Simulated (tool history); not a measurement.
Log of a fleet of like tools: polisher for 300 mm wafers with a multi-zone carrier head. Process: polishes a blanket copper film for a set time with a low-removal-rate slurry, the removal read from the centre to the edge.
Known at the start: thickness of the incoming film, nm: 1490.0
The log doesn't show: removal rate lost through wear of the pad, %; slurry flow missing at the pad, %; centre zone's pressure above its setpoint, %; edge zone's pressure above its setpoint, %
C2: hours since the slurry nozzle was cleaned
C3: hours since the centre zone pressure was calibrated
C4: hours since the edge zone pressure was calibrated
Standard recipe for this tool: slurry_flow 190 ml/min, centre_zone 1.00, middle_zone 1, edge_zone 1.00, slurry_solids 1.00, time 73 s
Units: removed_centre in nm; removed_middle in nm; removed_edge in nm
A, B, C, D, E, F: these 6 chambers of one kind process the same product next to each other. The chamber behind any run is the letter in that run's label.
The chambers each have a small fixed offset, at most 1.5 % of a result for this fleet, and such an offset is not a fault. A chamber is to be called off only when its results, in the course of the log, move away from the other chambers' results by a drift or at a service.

{"run": "1C", "hour": 7.1, "slurry_flow": 190, "centre_zone": 1.0, "middle_zone": 1, "edge_zone": 1.0, "slurry_solids": 1.0, "time": 73, "wafers polished on this pad": 219, "C2": 198.3, "C3": 193.7, "C4": 208.9, "removed_centre": 348.87, "removed_middle": 344.86, "removed_edge": 342.38}
{"run": "2F", "hour": 18.9, "slurry_flow": 190, "centre_zone": 1.0, "middle_zone": 1, "edge_zone": 1.0, "slurry_solids": 1.0, "time": 73, "wafers polished on this pad": 192, "C2": 412.5, "C3": 842.9, "C4": 432.8, "removed_centre": 343.91, "removed_middle": 345.37, "removed_edge": 346.29}
{"run": "3E", "hour": 29.8, "slurry_flow": 190, "centre_zone": 1.0, "middle_zone": 1, "edge_zone": 1.0, "slurry_solids": 1.0, "time": 73, "wafers polished on this pad": 361, "C2": 95.6, "C3": 51.8, "C4": 123.9, "removed_centre": 348.22, "removed_middle": 344.38, "removed_edge": 341.57}
{"run": "4B", "hour": 45.0, "slurry_flow": 190, "centre_zone": 1.0, "middle_zone": 1, "edge_zone": 1.0, "slurry_solids": 1.0, "time": 73, "wafers polished on this pad": 737, "C2": 60.8, "C3": 695.0, "C4": 189.3, "removed_centre": 343.02, "removed_middle": 352.83, "removed_edge": 347.63}
{"hour": 50.7, "done": "chamber A: worn pad replaced by a new one"}
{"hour": 50.8, "done": "chamber B: worn pad replaced by a new one"}
{"run": "5D", "hour": 60.1, "slurry_flow": 190, "centre_zone": 1.0, "middle_zone": 1, "edge_zone": 1.0, "slurry_solids": 1.0, "time": 98, "wafers polished on this pad": 571, "C2": 72.9, "C3": 181.8, "C4": 124.9, "removed_centre": 469.02, "removed_middle": 461.07, "removed_edge": 465.3}
{"run": "6A", "hour": 68.3, "slurry_flow": 190, "centre_zone": 1.0, "middle_zone": 1, "edge_zone": 1.0, "slurry_solids": 1.0, "time": 98, "wafers polished on this pad": 143, "C2": 572.7, "C3": 609.7, "C4": 462.6, "removed_centre": 462.55, "removed_middle": 466.04, "removed_edge": 469.4}
{"run": "7E", "hour": 79.2, "slurry_flow": 190, "centre_zone": 1.0, "middle_zone": 1, "edge_zone": 1.0, "slurry_solids": 1.0, "time": 98, "wafers polished on this pad": 761, "C2": 145.0, "C3": 101.2, "C4": 173.3, "removed_centre": 467.33, "removed_middle": 461.81, "removed_edge": 461.84}
{"run": "8F", "hour": 86.1, "slurry_flow": 190, "centre_zone": 1.0, "middle_zone": 1, "edge_zone": 1.0, "slurry_solids": 1.0, "time": 98, "wafers polished on this pad": 736, "C2": 479.7, "C3": 910.1, "C4": 500.0, "removed_centre": 461.66, "removed_middle": 454.84, "removed_edge": 469.2}
{"hour": 87.2, "done": "chamber C: worn pad replaced by a new one"}
{"run": "9C", "hour": 94.5, "slurry_flow": 190, "centre_zone": 1.0, "middle_zone": 1, "edge_zone": 1.0, "slurry_solids": 1.0, "time": 98, "wafers polished on this pad": 59, "C2": 285.7, "C3": 281.1, "C4": 296.3, "removed_centre": 472.24, "removed_middle": 467.68, "removed_edge": 455.85}
{"hour": 97.8, "done": "chamber F: slurry nozzle cleaned"}
{"run": "10B", "hour": 106.5, "slurry_flow": 190, "centre_zone": 1.0, "middle_zone": 1, "edge_zone": 1.0, "slurry_solids": 1.0, "time": 98, "wafers polished on this pad": 451, "C2": 122.3, "C3": 756.5, "C4": 250.8, "removed_centre": 468.5, "removed_middle": 468.26, "removed_edge": 456.32}
{"run": "11D", "hour": 114.6, "slurry_flow": 190, "centre_zone": 1.0, "middle_zone": 1, "edge_zone": 1.0, "slurry_solids": 1.0, "time": 73, "wafers polished on this pad": 1012, "C2": 127.4, "C3": 236.3, "C4": 179.4, "removed_centre": 342.48, "removed_middle": 350.03, "removed_edge": 341.69}
{"run": "12A", "hour": 122.5, "slurry_flow": 190, "centre_zone": 1.0, "middle_zone": 1, "edge_zone": 1.0, "slurry_solids": 1.0, "time": 73, "wafers polished on this pad": 581, "C2": 626.9, "C3": 663.9, "C4": 516.8, "removed_centre": 351.21, "removed_middle": 343.26, "removed_edge": 348.09}
{"hour": 122.7, "done": "chamber F: centre zone pressure recalibrated"}
{"hour": 133.1, "done": "chamber D: worn pad replaced by a new one"}
{"hour": 135.2, "done": "chamber E: worn pad replaced by a new one"}
{"hour": 136.4, "done": "chamber F: worn pad replaced by a new one"}
{"run": "13E", "hour": 137.8, "slurry_flow": 190, "centre_zone": 1.0, "middle_zone": 1, "edge_zone": 1.0, "slurry_solids": 1.0, "time": 73, "wafers polished on this pad": 21, "C2": 203.6, "C3": 159.8, "C4": 231.9, "removed_centre": 350.27, "removed_middle": 343.14, "removed_edge": 343.46}
{"run": "14D", "hour": 146.1, "slurry_flow": 190, "centre_zone": 0.9, "middle_zone": 1, "edge_zone": 1.0, "slurry_solids": 1.0, "time": 52, "wafers polished on this pad": 105, "C2": 158.9, "C3": 267.8, "C4": 210.9, "removed_centre": 217.72, "removed_middle": 248.01, "removed_edge": 245.05}
{"hour": 151.3, "done": "chamber B: worn pad replaced by a new one"}
{"hour": 156.1, "done": "chamber C: edge zone pressure recalibrated"}
{"hour": 159.9, "done": "chamber A: slurry nozzle cleaned"}
{"run": "15B", "hour": 160.5, "slurry_flow": 190, "centre_zone": 0.9, "middle_zone": 1, "edge_zone": 1.0, "slurry_solids": 1.0, "time": 52, "wafers polished on this pad": 75, "C2": 176.3, "C3": 810.5, "C4": 304.8, "removed_centre": 217.61, "removed_middle": 248.29, "removed_edge": 241.41}
{"hour": 164.2, "done": "chamber E: slurry nozzle cleaned"}
{"hour": 168.0, "done": "chamber A: worn pad replaced by a new one"}
{"run": "16F", "hour": 168.6, "slurry_flow": 190, "centre_zone": 0.9, "middle_zone": 1, "edge_zone": 1.0, "slurry_solids": 1.0, "time": 52, "wafers polished on this pad": 261, "C2": 70.9, "C3": 46.0, "C4": 582.5, "removed_centre": 219.22, "removed_middle": 243.2, "removed_edge": 243.7}
{"run": "17C", "hour": 178.3, "slurry_flow": 190, "centre_zone": 0.9, "middle_zone": 1, "edge_zone": 1.0, "slurry_solids": 1.0, "time": 52, "wafers polished on this pad": 738, "C2": 369.5, "C3": 364.9, "C4": 22.3, "removed_centre": 222.23, "removed_middle": 249.63, "removed_edge": 242.58}
{"run": "18A", "hour": 187.1, "slurry_flow": 190, "centre_zone": 0.9, "middle_zone": 1, "edge_zone": 1.0, "slurry_solids": 1.0, "time": 52, "wafers polished on this pad": 154, "C2": 27.3, "C3": 728.5, "C4": 581.4, "removed_centre": 222.44, "removed_middle": 246.45, "removed_edge": 245.78}
{"hour": 187.4, "done": "chamber F: edge zone pressure recalibrated"}
{"hour": 191.5, "done": "chamber D: centre zone pressure recalibrated"}
{"run": "19A", "hour": 198.8, "slurry_flow": 190, "centre_zone": 0.9, "middle_zone": 1, "edge_zone": 1.0, "slurry_solids": 1.0, "time": 52, "wafers polished on this pad": 249, "C2": 39.0, "C3": 740.2, "C4": 593.1, "removed_centre": 219.29, "removed_middle": 249.68, "removed_edge": 246.1}
{"hour": 202.2, "done": "chamber C: worn pad replaced by a new one"}
{"run": "20E", "hour": 212.2, "slurry_flow": 190, "centre_zone": 1.0, "middle_zone": 1, "edge_zone": 1.0, "slurry_solids": 1.0, "time": 73, "wafers polished on this pad": 623, "C2": 48.1, "C3": 234.2, "C4": 306.3, "removed_centre": 348.8, "removed_middle": 344.44, "removed_edge": 354.29}
{"hour": 213.3, "done": "chamber C: centre zone pressure recalibrated"}
{"run": "21D", "hour": 218.9, "slurry_flow": 190, "centre_zone": 1.0, "middle_zone": 1, "edge_zone": 1.0, "slurry_solids": 1.0, "time": 73, "wafers polished on this pad": 694, "C2": 231.7, "C3": 27.4, "C4": 283.7, "removed_centre": 340.9, "removed_middle": 344.06, "removed_edge": 348.42}
{"run": "22B", "hour": 230.5, "slurry_flow": 190, "centre_zone": 1.0, "middle_zone": 1, "edge_zone": 1.0, "slurry_solids": 1.0, "time": 73, "wafers polished on this pad": 641, "C2": 246.3, "C3": 880.5, "C4": 374.8, "removed_centre": 349.81, "removed_middle": 349.75, "removed_edge": 347.69}
{"run": "23C", "hour": 239.5, "slurry_flow": 190, "centre_zone": 1.0, "middle_zone": 1, "edge_zone": 1.0, "slurry_solids": 1.0, "time": 73, "wafers polished on this pad": 302, "C2": 430.7, "C3": 26.3, "C4": 83.5, "removed_centre": 351.63, "removed_middle": 346.16, "removed_edge": 342.39}
{"run": "24F", "hour": 251.0, "slurry_flow": 190, "centre_zone": 1.0, "middle_zone": 1, "edge_zone": 1.0, "slurry_solids": 1.0, "time": 73, "wafers polished on this pad": 928, "C2": 153.3, "C3": 128.4, "C4": 63.7, "removed_centre": 346.94, "removed_middle": 343.41, "removed_edge": 353.18}
{"hour": 255.2, "done": "chamber B: worn pad replaced by a new one"}
{"run": "25C", "hour": 260.2, "slurry_flow": 190, "centre_zone": 1.0, "middle_zone": 1, "edge_zone": 1.0, "slurry_solids": 1.0, "time": 73, "wafers polished on this pad": 470, "C2": 451.4, "C3": 47.0, "C4": 104.2, "removed_centre": 343.48, "removed_middle": 347.5, "removed_edge": 347.41}
{"run": "26E", "hour": 269.9, "slurry_flow": 190, "centre_zone": 1.0, "middle_zone": 1, "edge_zone": 1.0, "slurry_solids": 1.0, "time": 73, "wafers polished on this pad": 1090, "C2": 105.8, "C3": 291.9, "C4": 364.0, "removed_centre": 347.25, "removed_middle": 348.08, "removed_edge": 341.49}
{"hour": 272.6, "done": "chamber A: worn pad replaced by a new one"}
{"hour": 280.8, "done": "chamber D: worn pad replaced by a new one"}
{"run": "27A", "hour": 282.3, "slurry_flow": 190, "centre_zone": 1.0, "middle_zone": 1, "edge_zone": 1.0, "slurry_solids": 1.0, "time": 73, "wafers polished on this pad": 79, "C2": 122.5, "C3": 823.7, "C4": 676.6, "removed_centre": 349.86, "removed_middle": 346.38, "removed_edge": 344.78}
{"hour": 289.6, "done": "chamber F: worn pad replaced by a new one"}
{"run": "28D", "hour": 292.0, "slurry_flow": 190, "centre_zone": 1.0, "middle_zone": 1, "edge_zone": 1.0, "slurry_solids": 1.0, "time": 73, "wafers polished on this pad": 90, "C2": 304.8, "C3": 100.5, "C4": 356.8, "removed_centre": 350.71, "removed_middle": 343.06, "removed_edge": 344.03}
{"run": "29B", "hour": 303.9, "slurry_flow": 190, "centre_zone": 1.0, "middle_zone": 1, "edge_zone": 1.0, "slurry_solids": 1.0, "time": 73, "wafers polished on this pad": 394, "C2": 319.7, "C3": 953.9, "C4": 448.2, "removed_centre": 349.11, "removed_middle": 351.8, "removed_edge": 346.73}
{"hour": 308.2, "done": "chamber E: worn pad replaced by a new one"}
{"hour": 309.0, "done": "chamber A: centre zone pressure recalibrated"}
{"run": "30F", "hour": 311.1, "slurry_flow": 190, "centre_zone": 1.0, "middle_zone": 1, "edge_zone": 1.0, "slurry_solids": 1.0, "time": 73, "wafers polished on this pad": 174, "C2": 213.4, "C3": 188.5, "C4": 123.8, "removed_centre": 341.62, "removed_middle": 345.39, "removed_edge": 353.54}
{"hour": 316.4, "done": "chamber C: worn pad replaced by a new one"}
{"run": "31B", "hour": 323.8, "slurry_flow": 190, "centre_zone": 1.0, "middle_zone": 1, "edge_zone": 0.93, "slurry_solids": 1.0, "time": 73, "wafers polished on this pad": 556, "C2": 339.6, "C3": 973.8, "C4": 468.1, "removed_centre": 349.78, "removed_middle": 350.86, "removed_edge": 332.39}
{"run": "32A", "hour": 338.4, "slurry_flow": 190, "centre_zone": 1.0, "middle_zone": 1, "edge_zone": 0.93, "slurry_solids": 1.0, "time": 73, "wafers polished on this pad": 533, "C2": 178.6, "C3": 29.5, "C4": 732.7, "removed_centre": 346.88, "removed_middle": 347.38, "removed_edge": 326.28}
{"hour": 340.1, "done": "chamber B: worn pad replaced by a new one"}
{"run": "33D", "hour": 346.9, "slurry_flow": 190, "centre_zone": 1.0, "middle_zone": 1, "edge_zone": 0.93, "slurry_solids": 1.0, "time": 73, "wafers polished on this pad": 535, "C2": 359.7, "C3": 155.4, "C4": 411.7, "removed_centre": 351.96, "removed_middle": 339.81, "removed_edge": 335.29}
{"run": "34F", "hour": 357.5, "slurry_flow": 190, "centre_zone": 1.0, "middle_zone": 1, "edge_zone": 0.93, "slurry_solids": 1.0, "time": 73, "wafers polished on this pad": 550, "C2": 259.8, "C3": 234.9, "C4": 170.2, "removed_centre": 343.67, "removed_middle": 348.82, "removed_edge": 334.17}
{"hour": 359.3, "done": "chamber C: slurry nozzle cleaned"}
{"run": "35C", "hour": 367.2, "slurry_flow": 190, "centre_zone": 1.0, "middle_zone": 1, "edge_zone": 0.93, "slurry_solids": 1.0, "time": 73, "wafers polished on this pad": 411, "C2": 7.9, "C3": 154.0, "C4": 211.2, "removed_centre": 350.8, "removed_middle": 349.54, "removed_edge": 326.52}
{"run": "36E", "hour": 376.7, "slurry_flow": 190, "centre_zone": 1.0, "middle_zone": 1, "edge_zone": 0.93, "slurry_solids": 1.0, "time": 73, "wafers polished on this pad": 554, "C2": 212.6, "C3": 398.7, "C4": 470.8, "removed_centre": 351.31, "removed_middle": 346.89, "removed_edge": 334.81}
{"hour": 388.6, "done": "chamber E: edge zone pressure recalibrated"}
{"run": "37B", "hour": 391.6, "slurry_flow": 190, "centre_zone": 1.0, "middle_zone": 1, "edge_zone": 1.0, "slurry_solids": 1.0, "time": 73, "wafers polished on this pad": 417, "C2": 407.4, "C3": 1041.6, "C4": 535.9, "removed_centre": 343.66, "removed_middle": 345.27, "removed_edge": 341.22}
{"hour": 392.2, "done": "chamber E: slurry nozzle cleaned"}
{"run": "38D", "hour": 400.8, "slurry_flow": 190, "centre_zone": 1.04, "middle_zone": 1, "edge_zone": 1.0, "slurry_solids": 1.25, "time": 73, "wafers polished on this pad": 971, "C2": 413.6, "C3": 209.3, "C4": 465.6, "removed_centre": 377.77, "removed_middle": 362.85, "removed_edge": 361.51}
{"run": "39E", "hour": 413.2, "slurry_flow": 190, "centre_zone": 1.04, "middle_zone": 1, "edge_zone": 1.0, "slurry_solids": 1.25, "time": 73, "wafers polished on this pad": 850, "C2": 21.1, "C3": 435.2, "C4": 24.6, "removed_centre": 381.01, "removed_middle": 360.34, "removed_edge": 364.97}

The same settings go to every chamber for the next run, one line per chamber below. Forecast the results for each:
{"run": "40A", "hour": 424.2, "slurry_flow": 190, "centre_zone": 0.94, "middle_zone": 1, "edge_zone": 1.0, "slurry_solids": 1.0, "time": 73, "removed_centre": "?", "removed_middle": "?", "removed_edge": "?"}
{"run": "40B", "hour": 424.2, "slurry_flow": 190, "centre_zone": 0.94, "middle_zone": 1, "edge_zone": 1.0, "slurry_solids": 1.0, "time": 73, "removed_centre": "?", "removed_middle": "?", "removed_edge": "?"}
{"run": "40C", "hour": 424.2, "slurry_flow": 190, "centre_zone": 0.94, "middle_zone": 1, "edge_zone": 1.0, "slurry_solids": 1.0, "time": 73, "removed_centre": "?", "removed_middle": "?", "removed_edge": "?"}
{"run": "40D", "hour": 424.2, "slurry_flow": 190, "centre_zone": 0.94, "middle_zone": 1, "edge_zone": 1.0, "slurry_solids": 1.0, "time": 73, "removed_centre": "?", "removed_middle": "?", "removed_edge": "?"}
{"run": "40E", "hour": 424.2, "slurry_flow": 190, "centre_zone": 0.94, "middle_zone": 1, "edge_zone": 1.0, "slurry_solids": 1.0, "time": 73, "removed_centre": "?", "removed_middle": "?", "removed_edge": "?"}
{"run": "40F", "hour": 424.2, "slurry_flow": 190, "centre_zone": 0.94, "middle_zone": 1, "edge_zone": 1.0, "slurry_solids": 1.0, "time": 73, "removed_centre": "?", "removed_middle": "?", "removed_edge": "?"}

run=40A removed_centre=329.68 removed_middle=343.19 removed_edge=346.08
run=40B removed_centre=323.50 removed_middle=350.08 removed_edge=342.22
run=40C removed_centre=323.95 removed_middle=351.45 removed_edge=339.78
run=40D removed_centre=322.16 removed_middle=344.63 removed_edge=345.38
run=40E removed_centre=322.47 removed_middle=340.18 removed_edge=354.08
run=40F removed_centre=321.02 removed_middle=343.22 removed_edge=354.06
